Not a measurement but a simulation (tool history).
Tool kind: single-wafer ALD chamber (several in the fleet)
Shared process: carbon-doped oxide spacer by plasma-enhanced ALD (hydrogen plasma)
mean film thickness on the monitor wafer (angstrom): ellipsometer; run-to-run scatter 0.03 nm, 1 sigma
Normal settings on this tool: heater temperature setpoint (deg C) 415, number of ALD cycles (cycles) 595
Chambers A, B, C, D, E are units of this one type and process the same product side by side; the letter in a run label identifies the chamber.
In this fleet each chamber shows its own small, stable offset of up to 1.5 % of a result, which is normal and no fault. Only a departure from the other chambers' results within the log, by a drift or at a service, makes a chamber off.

run,hour,heater temperature setpoint (deg C),number of ALD cycles (cycles),hours since the last thermocouple change,"read-back reference wafer on the same gauge, thickness_nm",mean film thickness on the monitor wafer (angstrom)
1C,4.8,415,595,78.3,30.306,285.01
2D,9.1,415,595,1061.3,30.314,285.27
3A,12.0,415,595,2041.4,30.311,285.69
4E,15.8,415,595,56.4,30.318,286.15
5B,18.6,415,595,1414.8,30.324,281.38
6D,20.9,415,595,1073.1,30.323,285.64
7E,25.7,415,595,66.3,30.330,286.20
8C,29.5,415,595,103.0,30.340,284.53
9B,32.8,415,595,1429.0,30.334,281.12
10A,37.5,415,595,2066.9,30.340,285.92
11E,42.6,415,595,83.2,30.344,286.56
12D,45.8,406,595,1098.0,30.354,293.88
13C,50.2,406,595,123.7,30.354,293.05
14A,54.1,406,595,2083.5,30.346,293.62
15B,59.1,406,595,1455.3,30.364,290.11
16D,61.8,406,595,1114.0,30.364,293.43
17E,66.3,415,595,106.9,30.367,286.33
18A,69.7,415,595,2099.1,30.379,286.38
19B,73.2,415,595,1469.4,30.380,281.92
20C,77.1,415,595,150.6,30.389,285.08
21A,79.6,415,595,2109.0,30.379,285.76
22E,84.6,415,595,125.2,30.397,286.60
23D,89.2,415,595,1141.4,30.398,285.83
24B,93.3,415,595,1489.5,30.398,282.21
25C,97.3,415,595,170.8,30.405,286.34
26C,101.5,415,595,175.0,30.404,286.21
27B,105.8,415,595,1502.0,30.408,282.57
28D,110.7,415,595,1162.9,30.416,286.38
29A,114.3,415,595,2143.7,30.427,286.06
30E,117.4,415,595,158.0,30.425,287.20

Each of the 5 chambers runs these same settings next. Fill in every chamber's results:
31A,121.1,415,595,,,?
31B,121.1,415,595,,,?
31C,121.1,415,595,,,?
31D,121.1,415,595,,,?
31E,121.1,415,595,,,?

run,mean film thickness on the monitor wafer (angstrom)
31A,286.27
31B,282.85
31C,285.86
31D,286.25
31E,287.08
